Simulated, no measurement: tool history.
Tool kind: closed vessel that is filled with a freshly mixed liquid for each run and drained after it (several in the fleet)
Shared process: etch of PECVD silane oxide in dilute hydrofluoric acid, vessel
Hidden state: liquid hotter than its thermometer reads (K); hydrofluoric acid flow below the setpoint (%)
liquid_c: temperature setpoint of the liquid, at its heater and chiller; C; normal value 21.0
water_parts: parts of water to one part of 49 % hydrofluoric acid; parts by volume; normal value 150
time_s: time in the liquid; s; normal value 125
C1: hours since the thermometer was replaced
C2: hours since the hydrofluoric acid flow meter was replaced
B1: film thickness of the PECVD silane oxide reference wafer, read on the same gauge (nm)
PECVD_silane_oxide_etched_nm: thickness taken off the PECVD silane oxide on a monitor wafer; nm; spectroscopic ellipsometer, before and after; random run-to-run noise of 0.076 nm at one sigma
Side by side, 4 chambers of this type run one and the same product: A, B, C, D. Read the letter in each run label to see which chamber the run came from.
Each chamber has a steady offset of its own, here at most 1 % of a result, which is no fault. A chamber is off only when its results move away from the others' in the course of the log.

Run 1D, hour 5.6: usual settings; C1 389.5; C2 251.5; B1 29.984. Result: PECVD_silane_oxide_etched_nm 10.4570 nm.
Run 2A, hour 12.5: usual settings; C1 331.5; C2 1493.8; B1 30.009. Result: PECVD_silane_oxide_etched_nm 10.5650 nm.
Run 3B, hour 22.5: usual settings; C1 922.6; C2 719.5; B1 29.982. Result: PECVD_silane_oxide_etched_nm 10.5480 nm.
Run 4C, hour 32.7: usual settings; C1 1499.9; C2 713.9; B1 30.019. Result: PECVD_silane_oxide_etched_nm 10.5250 nm.
Run 5C, hour 38.1: usual settings; C1 1505.3; C2 719.3; B1 29.979. Result: PECVD_silane_oxide_etched_nm 10.6230 nm.
Run 6B, hour 43.1: usual settings; C1 943.2; C2 740.1; B1 30.032. Result: PECVD_silane_oxide_etched_nm 10.6490 nm.
Run 7D, hour 53.1: usual settings; C1 437.0; C2 299.0; B1 29.955. Result: PECVD_silane_oxide_etched_nm 10.5190 nm.
At hour 55.3: chamber A: hydrofluoric acid flow meter replaced.
Run 8A, hour 58.7: usual settings; C1 377.7; C2 3.5; B1 30.011. Result: PECVD_silane_oxide_etched_nm 10.5640 nm.
Run 9C, hour 67.4: usual settings; C1 1534.6; C2 748.6; B1 29.987. Result: PECVD_silane_oxide_etched_nm 10.7080 nm.
Run 10A, hour 73.4: usual settings; C1 392.4; C2 18.2; B1 29.973. Result: PECVD_silane_oxide_etched_nm 10.5540 nm.
Run 11D, hour 81.7: usual settings; C1 465.6; C2 327.6; B1 30.019. Result: PECVD_silane_oxide_etched_nm 10.6210 nm.
Run 12B, hour 92.1: usual settings; C1 992.2; C2 789.1; B1 29.989. Result: PECVD_silane_oxide_etched_nm 10.3390 nm.
Run 13B, hour 102.4: usual settings; C1 1002.5; C2 799.4; B1 30.000. Result: PECVD_silane_oxide_etched_nm 10.4910 nm.
Run 14D, hour 113.0: usual settings; C1 496.9; C2 358.9; B1 30.037. Result: PECVD_silane_oxide_etched_nm 10.5630 nm.
Run 15C, hour 122.2: usual settings; C1 1589.4; C2 803.4; B1 29.991. Result: PECVD_silane_oxide_etched_nm 10.5940 nm.
Run 16A, hour 133.4: usual settings; C1 452.4; C2 78.2; B1 30.029. Result: PECVD_silane_oxide_etched_nm 10.4070 nm.
Run 17D, hour 141.1: usual settings; C1 525.0; C2 387.0; B1 30.000. Result: PECVD_silane_oxide_etched_nm 10.5800 nm.
Run 18A, hour 150.1: usual settings; C1 469.1; C2 94.9; B1 30.005. Result: PECVD_silane_oxide_etched_nm 10.5030 nm.
Run 19B, hour 155.1: usual settings; C1 1055.2; C2 852.1; B1 30.014. Result: PECVD_silane_oxide_etched_nm 10.6120 nm.
Run 20C, hour 164.8: usual settings; C1 1632.0; C2 846.0; B1 30.012. Result: PECVD_silane_oxide_etched_nm 10.5330 nm.
Run 21A, hour 172.2: usual settings; C1 491.2; C2 117.0; B1 29.976. Result: PECVD_silane_oxide_etched_nm 10.5920 nm.
Run 22D, hour 179.9: usual settings; C1 563.8; C2 425.8; B1 29.926. Result: PECVD_silane_oxide_etched_nm 10.4250 nm.
Run 23C, hour 189.6: usual settings; C1 1656.8; C2 870.8; B1 30.009. Result: PECVD_silane_oxide_etched_nm 10.5020 nm.
Run 24B, hour 197.6: usual settings but water_parts 210 parts by volume; C1 1097.7; C2 894.6; B1 30.000. Result: PECVD_silane_oxide_etched_nm 6.9675 nm.
Run 25C, hour 207.7: usual settings but water_parts 210 parts by volume; C1 1674.9; C2 888.9; B1 30.028. Result: PECVD_silane_oxide_etched_nm 7.1191 nm.
Run 26A, hour 214.1: usual settings but water_parts 210 parts by volume; C1 533.1; C2 158.9; B1 30.027. Result: PECVD_silane_oxide_etched_nm 7.1160 nm.
Run 27B, hour 219.2: usual settings but water_parts 210 parts by volume; C1 1119.3; C2 916.2; B1 29.989. Result: PECVD_silane_oxide_etched_nm 7.0308 nm.
Run 28D, hour 228.1: usual settings but liquid_c 18.5 C, time_s 185 s; C1 612.0; C2 474.0; B1 30.026. Result: PECVD_silane_oxide_etched_nm 14.1310 nm.
Run 29D, hour 234.7: usual settings but liquid_c 18.5 C, time_s 185 s; C1 618.6; C2 480.6; B1 30.021. Result: PECVD_silane_oxide_etched_nm 14.1880 nm.
Run 30B, hour 241.3: usual settings but liquid_c 18.5 C, time_s 185 s; C1 1141.4; C2 938.3; B1 30.026. Result: PECVD_silane_oxide_etched_nm 14.0650 nm.
Run 31A, hour 250.4: usual settings but liquid_c 18.5 C, time_s 185 s; C1 569.4; C2 195.2; B1 30.025. Result: PECVD_silane_oxide_etched_nm 14.1500 nm.
Run 32C, hour 255.7: usual settings; C1 1722.9; C2 936.9; B1 30.012. Result: PECVD_silane_oxide_etched_nm 10.6200 nm.
Run 33A, hour 262.2: usual settings; C1 581.2; C2 207.0; B1 30.003. Result: PECVD_silane_oxide_etched_nm 10.5810 nm.
Run 34B, hour 273.5: usual settings; C1 1173.6; C2 970.5; B1 29.975. Result: PECVD_silane_oxide_etched_nm 10.3920 nm.
Run 35C, hour 282.4: usual settings; C1 1749.6; C2 963.6; B1 30.019. Result: PECVD_silane_oxide_etched_nm 10.6880 nm.
Run 36D, hour 290.4: usual settings; C1 674.3; C2 536.3; B1 30.004. Result: PECVD_silane_oxide_etched_nm 10.5580 nm.
Run 37D, hour 298.7: usual settings; C1 682.6; C2 544.6; B1 30.042. Result: PECVD_silane_oxide_etched_nm 10.5020 nm.
Run 38C, hour 304.6: usual settings but liquid_c 24.5 C, time_s 190 s; C1 1771.8; C2 985.8; B1 30.002. Result: PECVD_silane_oxide_etched_nm 18.2780 nm.
Run 39B, hour 313.3: usual settings but liquid_c 24.5 C, time_s 190 s; C1 1213.4; C2 1010.3; B1 30.014. Result: PECVD_silane_oxide_etched_nm 18.1240 nm.

For the next run the whole fleet of 4 chambers uses the same settings. Give each chamber's results:
Run 40A, hour 321.4: usual settings but time_s 65 s. Result: PECVD_silane_oxide_etched_nm ?.
Run 40B, hour 321.4: usual settings but time_s 65 s. Result: PECVD_silane_oxide_etched_nm ?.
Run 40C, hour 321.4: usual settings but time_s 65 s. Result: PECVD_silane_oxide_etched_nm ?.
Run 40D, hour 321.4: usual settings but time_s 65 s. Result: PECVD_silane_oxide_etched_nm ?.

run  PECVD_silane_oxide_etched_nm
40A                        5.4551
40B                        5.4676
40C                        5.5481
40D                        5.4571

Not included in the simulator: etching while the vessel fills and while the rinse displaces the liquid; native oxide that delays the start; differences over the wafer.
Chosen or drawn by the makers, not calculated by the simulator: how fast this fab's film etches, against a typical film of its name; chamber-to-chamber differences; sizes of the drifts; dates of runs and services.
